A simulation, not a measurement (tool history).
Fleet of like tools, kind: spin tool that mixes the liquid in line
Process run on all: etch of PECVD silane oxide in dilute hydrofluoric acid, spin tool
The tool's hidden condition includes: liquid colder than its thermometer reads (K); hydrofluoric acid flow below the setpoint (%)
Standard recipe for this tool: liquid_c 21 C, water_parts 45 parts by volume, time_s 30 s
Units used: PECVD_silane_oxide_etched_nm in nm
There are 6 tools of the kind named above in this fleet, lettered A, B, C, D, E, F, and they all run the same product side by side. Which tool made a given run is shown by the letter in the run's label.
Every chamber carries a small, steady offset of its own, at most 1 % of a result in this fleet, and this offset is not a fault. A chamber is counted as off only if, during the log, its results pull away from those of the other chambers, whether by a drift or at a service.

run   hour  liquid_c  water_parts  time_s  hours since the thermometer was replaced  hours since the hydrofluoric acid flow meter was replaced  read-back film thickness of the PECVD silane oxide reference wafer, read on the same gauge (nm)  PECVD_silane_oxide_etched_nm
 1E    8.1        21           45      30                                    2543.3                                                      371.8                                                                                           50.035                        19.445
 2F   13.9        21           45      30                                     306.6                                                      872.1                                                                                           49.987                        19.589
 3D     19        21           45      30                                      1294                                                      661.9                                                                                           50.022                        19.345
        23  -- chamber E: thermometer replaced
 4A   25.3        21           45      30                                     324.9                                                      894.6                                                                                           49.989                        19.475
 5B   30.4        21           45      30                                     409.8                                                       2313                                                                                           49.998                        19.501
 6C   37.3        21           45      30                                     562.7                                                        406                                                                                           49.955                        19.635
 7D     41        21           45      30                                      1316                                                      683.9                                                                                           49.994                        19.566
 8A     45        21           45      30                                     344.6                                                      914.3                                                                                           50.008                        19.576
 9E   49.7        21           45      30                                      26.7                                                      413.4                                                                                           50.037                        19.322
10C   54.7        21           45      30                                     580.1                                                      423.4                                                                                           50.046                        19.413
11F   61.9        21           45      30                                     354.6                                                      920.1                                                                                           49.959                        19.443
12B   66.4        21           45      30                                     445.8                                                       2349                                                                                           49.981                        19.612
13B   71.3        21           45      30                                     450.7                                                     2353.9                                                                                           50.014                        19.384
14F   77.2        21           45      30                                     369.9                                                      935.4                                                                                           49.963                        19.455
15D   82.2      18.5           45      20                                    1357.2                                                      725.1                                                                                               50                         11.48
16C   89.9      18.5           45      20                                     615.3                                                      458.6                                                                                           50.003                        11.704
17A   94.2      18.5           45      20                                     393.8                                                      963.5                                                                                            49.98                        11.698
18E  100.5      18.5           45      20                                      77.5                                                      464.2                                                                                           49.965                        11.536
19A  107.3      18.5           45      20                                     406.9                                                      976.6                                                                                           49.966                        11.606
       108  -- chamber B: hydrofluoric acid flow meter replaced
20C  113.7      18.5           45      20                                     639.1                                                      482.4                                                                                           50.023                         11.64
21E  118.1        21           45      30                                      95.1                                                      481.8                                                                                           49.962                        18.986
22D  125.6        21           45      30                                    1400.6                                                      768.5                                                                                           50.015                        19.247
23F  131.7        21           45      30                                     424.4                                                      989.9                                                                                           50.017                        19.864
24B  135.4        21           45      30                                     514.8                                                       27.5                                                                                           49.974                        19.206
25D  141.6        21           45      30                                    1416.6                                                      784.5                                                                                           49.979                        19.319
26F  147.5        21           45      30                                     440.2                                                     1005.7                                                                                            50.01                        19.855
27A  153.6        21           45      30                                     453.2                                                     1022.9                                                                                           49.997                        19.245
28E  161.8        21           45      30                                     138.8                                                      525.5                                                                                           50.021                        18.723
29B  168.6        21           45      30                                       548                                                       60.7                                                                                           50.049                        19.359
30C    175        21           50      30                                     700.4                                                      543.7                                                                                           50.023                         17.58
31D  182.9        21           50      30                                    1457.9                                                      825.8                                                                                           50.007                        17.268
32C  189.5        21           50      30                                     714.9                                                      558.2                                                                                           50.022                        17.303
33F    195        21           50      30                                     487.7                                                     1053.2                                                                                           49.982                        17.446
34E  199.2        21           50      30                                     176.2                                                      562.9                                                                                           50.007                        16.463
35B    204        21           50      30                                     583.4                                                       96.1                                                                                           50.006                        17.282
36A  209.9        21           45      30                                     509.5                                                     1079.2                                                                                           49.981                        19.407
37E  215.8      24.5           45      30                                     192.8                                                      579.5                                                                                           49.966                        21.283

The same settings go to every chamber for the next run, one line per chamber below. Forecast the results for each:
38A  221.8        21           45      30                                                                                                                                                                                                                                   ?
38B  221.8        21           45      30                                                                                                                                                                                                                                   ?
38C  221.8        21           45      30                                                                                                                                                                                                                                   ?
38D  221.8        21           45      30                                                                                                                                                                                                                                   ?
38E  221.8        21           45      30                                                                                                                                                                                                                                   ?
38F  221.8        21           45      30                                                                                                                                                                                                                                   ?

run  PECVD_silane_oxide_etched_nm
38A                        19.242
38B                        19.462
38C                        19.368
38D                        19.348
38E                        18.267
38F                        19.488
